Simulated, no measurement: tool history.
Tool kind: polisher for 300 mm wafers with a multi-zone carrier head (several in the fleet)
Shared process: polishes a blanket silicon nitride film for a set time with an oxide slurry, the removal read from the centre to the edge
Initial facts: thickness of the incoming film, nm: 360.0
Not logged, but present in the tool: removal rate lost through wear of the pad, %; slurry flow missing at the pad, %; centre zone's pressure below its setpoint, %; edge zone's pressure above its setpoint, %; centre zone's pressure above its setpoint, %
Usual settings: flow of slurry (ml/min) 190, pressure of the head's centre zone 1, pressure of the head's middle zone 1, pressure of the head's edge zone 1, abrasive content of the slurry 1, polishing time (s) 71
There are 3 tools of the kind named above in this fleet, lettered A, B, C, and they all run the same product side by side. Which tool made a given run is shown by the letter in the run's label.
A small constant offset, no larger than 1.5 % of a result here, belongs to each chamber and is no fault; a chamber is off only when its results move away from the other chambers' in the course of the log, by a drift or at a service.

| run | day | flow of slurry (ml/min) | pressure of the head's centre zone | pressure of the head's middle zone | pressure of the head's edge zone | abrasive content of the slurry | polishing time (s) | wafers polished on this pad | hours since the slurry nozzle was cleaned | hours since the centre zone pressure was calibrated | hours since the edge zone pressure was calibrated | film removed at the wafer's centre (angstrom) | film removed at mid-radius (angstrom) | film removed at the wafer's edge (angstrom) |
|---|---|---|---|---|---|---|---|---|---|---|---|---|---|---|
| 1A | 0.179 | 190 | 1 | 1 | 1 | 1 | 71 | 848 | 95.6 | 227.3 | 407.5 | 460.38 | 465.37 | 455.43 |
|  | 0.246 | chamber A: worn pad replaced by a new one |
| 2C | 0.317 | 190 | 1 | 1 | 1 | 1 | 71 | 742 | 393.9 | 648.5 | 716.2 | 448.63 | 463.91 | 459.13 |
| 3B | 0.538 | 190 | 1 | 1 | 1 | 1 | 71 | 246 | 225 | 617.4 | 920.4 | 465.47 | 462.63 | 461.62 |
| 4A | 0.7 | 190 | 1 | 1 | 1 | 1 | 71 | 106 | 108.1 | 239.8 | 420 | 470.46 | 465.4 | 460.21 |
| 5B | 0.829 | 190 | 1 | 1 | 1 | 1 | 71 | 314 | 232 | 624.4 | 927.4 | 449.97 | 463.86 | 466.32 |
| 6C | 1 | 190 | 1 | 1 | 1 | 1 | 71 | 901 | 410.3 | 664.9 | 732.6 | 452.55 | 465.85 | 458.58 |
| 7B | 1.112 | 190 | 1 | 1 | 1 | 1 | 71 | 381 | 238.8 | 631.2 | 934.2 | 457.68 | 463.51 | 462.5 |
| 8A | 1.221 | 190 | 1 | 1 | 1 | 1 | 71 | 227 | 120.6 | 252.3 | 432.5 | 456.86 | 462.79 | 463.87 |
| 9C | 1.442 | 190 | 1 | 1 | 1 | 1 | 71 | 1004 | 420.9 | 675.5 | 743.2 | 450.7 | 467.41 | 459.12 |
|  | 1.529 | chamber C: worn pad replaced by a new one |
| 10C | 1.558 | 190 | 1 | 1 | 1 | 1 | 71 | 7 | 423.7 | 678.3 | 746 | 450.98 | 473.11 | 462.62 |
| 11A | 1.712 | 190 | 1 | 1 | 1 | 1 | 71 | 342 | 132.4 | 264.1 | 444.3 | 440.68 | 463.91 | 460.66 |
| 12B | 1.925 | 190 | 1 | 1 | 1 | 1 | 71 | 570 | 258.3 | 650.7 | 953.7 | 459.78 | 462.16 | 465.24 |
| 13C | 2.079 | 190 | 1 | 1 | 1 | 1 | 71 | 129 | 436.2 | 690.8 | 758.5 | 462.28 | 466.43 | 464.25 |
| 14A | 2.275 | 190 | 1 | 1 | 1 | 1.1 | 62 | 474 | 145.9 | 277.6 | 457.8 | 399.73 | 425.94 | 421.43 |
| 15B | 2.446 | 190 | 1 | 1 | 1 | 1.1 | 62 | 692 | 270.8 | 663.2 | 966.2 | 423.95 | 424.61 | 434.36 |
| 16C | 2.658 | 190 | 1 | 1 | 1 | 1.1 | 62 | 264 | 450.1 | 704.7 | 772.4 | 421.77 | 423.74 | 421.04 |
| 17B | 2.871 | 190 | 1 | 1 | 1 | 1 | 71 | 791 | 281 | 673.4 | 976.4 | 455.75 | 466.81 | 467.08 |
| 18A | 3.058 | 190 | 1 | 1 | 1 | 1 | 71 | 657 | 164.7 | 296.4 | 476.6 | 423.15 | 465.05 | 470.39 |
| 19C | 3.267 | 190 | 1 | 1 | 1 | 1 | 71 | 406 | 464.7 | 719.3 | 787 | 454.27 | 468.92 | 457.39 |
| 20A | 3.467 | 190 | 1 | 0.95 | 1 | 1 | 71 | 752 | 174.5 | 306.2 | 486.4 | 414.94 | 446.13 | 468.93 |

Predict what each chamber gives when all 3 of them run the settings below next.
| 21A | 3.625 | 190 | 1 | 1 | 1 | 1 | 71 |  |  |  |  | ? | ? | ? |
| 21B | 3.625 | 190 | 1 | 1 | 1 | 1 | 71 |  |  |  |  | ? | ? | ? |
| 21C | 3.625 | 190 | 1 | 1 | 1 | 1 | 71 |  |  |  |  | ? | ? | ? |

| run | film removed at the wafer's centre (angstrom) | film removed at mid-radius (angstrom) | film removed at the wafer's edge (angstrom) |
|---|---|---|---|
| 21A | 405.9 | 460.8 | 464.27 |
| 21B | 455.96 | 466.95 | 469.66 |
| 21C | 453.15 | 461.25 | 476.42 |
